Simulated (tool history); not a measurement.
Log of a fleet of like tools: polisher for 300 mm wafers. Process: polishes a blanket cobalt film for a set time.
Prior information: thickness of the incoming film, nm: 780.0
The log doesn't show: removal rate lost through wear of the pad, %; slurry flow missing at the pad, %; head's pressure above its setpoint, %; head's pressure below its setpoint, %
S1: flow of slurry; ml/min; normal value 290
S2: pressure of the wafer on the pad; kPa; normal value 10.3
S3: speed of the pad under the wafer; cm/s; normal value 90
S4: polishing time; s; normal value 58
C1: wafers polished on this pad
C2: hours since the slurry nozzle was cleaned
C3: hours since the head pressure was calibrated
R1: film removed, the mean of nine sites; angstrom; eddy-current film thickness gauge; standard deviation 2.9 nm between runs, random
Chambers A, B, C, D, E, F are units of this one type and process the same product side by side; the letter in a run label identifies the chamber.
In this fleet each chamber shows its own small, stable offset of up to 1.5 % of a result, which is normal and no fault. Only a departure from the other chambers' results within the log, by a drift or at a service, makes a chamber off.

run,hour,S1,S2,S3,S4,C1,C2,C3,R1
# hour 4.6: chamber C: worn pad replaced by a new one
1F,7.6,290,10.3,90,58,500,154.4,279.8,2025.4
# hour 8.3: chamber A: worn pad replaced by a new one
2E,16.1,290,10.3,90,58,565,166.9,185.9,2011.6
3C,25.0,290,10.3,90,58,256,691.4,259.6,1935.5
4B,33.2,290,10.3,90,58,647,114.4,790.0,2021.7
# hour 43.2: chamber B: worn pad replaced by a new one
5D,43.3,290,10.3,90,58,673,201.7,425.1,2068.2
# hour 44.5: chamber E: worn pad replaced by a new one
6A,50.7,290,10.3,100,58,533,450.3,135.4,2344.5
# hour 54.3: chamber C: slurry nozzle cleaned
7E,57.4,290,10.3,100,58,162,208.2,227.2,2271.2
8C,65.2,290,10.3,100,58,762,11.0,299.8,2241.9
# hour 73.0: chamber D: worn pad replaced by a new one
9B,73.6,290,10.3,100,58,382,154.8,830.4,2209.4
10F,78.4,290,10.3,100,58,1391,225.2,350.6,2254.0
# hour 82.7: chamber F: head pressure recalibrated
11A,84.2,290,10.3,100,58,954,483.8,168.9,2281.9
# hour 87.8: chamber A: worn pad replaced by a new one
12D,89.6,290,10.3,90,58,209,248.0,471.4,2074.2
13A,94.8,290,10.3,90,58,89,494.4,179.5,2052.6
# hour 97.9: chamber C: worn pad replaced by a new one
14B,104.7,290,10.3,90,58,773,185.9,861.5,2043.7
# hour 106.4: chamber B: worn pad replaced by a new one
# hour 111.1: chamber E: worn pad replaced by a new one
15C,112.3,290,10.3,90,58,182,58.1,346.9,2006.0
16D,120.1,290,10.3,90,58,593,278.5,501.9,2078.1
17F,127.6,290,10.3,90,58,2010,274.4,45.0,2016.6
18E,136.0,325,10.3,68,58,313,286.8,305.8,1570.0
# hour 142.1: chamber B: head pressure recalibrated
19E,142.1,325,10.3,68,58,390,292.9,311.9,1580.6
20C,147.6,325,10.3,68,58,626,93.4,382.2,1544.8
# hour 152.1: chamber D: worn pad replaced by a new one
21A,153.7,325,10.3,68,58,830,553.3,238.4,1548.1
# hour 162.5: chamber B: worn pad replaced by a new one
22D,162.5,325,10.3,68,58,131,320.9,544.3,1573.7
23B,169.5,325,10.3,68,58,88,250.7,27.4,1556.3
# hour 172.5: chamber A: worn pad replaced by a new one
24F,175.0,290,10.3,90,58,2606,321.8,92.4,1963.4
# hour 178.3: chamber B: slurry nozzle cleaned
25B,180.7,290,10.3,90,58,229,2.5,38.6,2066.9
26F,188.7,290,10.3,90,58,2779,335.5,106.1,1919.6
27E,197.3,290,10.3,90,58,1084,348.1,367.1,2039.5
# hour 198.9: chamber E: worn pad replaced by a new one
28C,206.8,290,10.3,90,58,1370,152.6,441.4,1999.8
# hour 208.5: chamber C: worn pad replaced by a new one
29A,215.2,290,10.3,90,58,537,614.8,299.9,2043.7
30D,221.4,230,10.3,90,39,872,379.8,603.2,1342.5
# hour 222.0: chamber B: worn pad replaced by a new one
31F,229.3,230,10.3,90,39,3289,376.1,146.7,1241.6
32B,236.6,230,10.3,90,39,184,58.4,94.5,1354.8
# hour 237.4: chamber A: slurry nozzle cleaned
# hour 241.7: chamber D: worn pad replaced by a new one
33E,242.7,230,10.3,90,39,552,393.5,412.5,1339.8
34D,253.5,230,10.3,90,39,149,411.9,635.3,1356.1
# hour 254.3: chamber A: worn pad replaced by a new one
35C,260.9,230,10.3,90,39,659,206.7,495.5,1325.3
36A,270.3,290,10.3,90,58,202,32.9,355.0,2010.1
37B,280.1,290,10.3,90,58,731,101.9,138.0,2009.7

For the next run the whole fleet of 6 chambers uses the same settings. Give each chamber's results:
38A,288.0,290,11.7,90,58,,,,?
38B,288.0,290,11.7,90,58,,,,?
38C,288.0,290,11.7,90,58,,,,?
38D,288.0,290,11.7,90,58,,,,?
38E,288.0,290,11.7,90,58,,,,?
38F,288.0,290,11.7,90,58,,,,?

run,R1
38A,2341.7
38B,2281.4
38C,2308.8
38D,2297.8
38E,2315.3
38F,2146.8

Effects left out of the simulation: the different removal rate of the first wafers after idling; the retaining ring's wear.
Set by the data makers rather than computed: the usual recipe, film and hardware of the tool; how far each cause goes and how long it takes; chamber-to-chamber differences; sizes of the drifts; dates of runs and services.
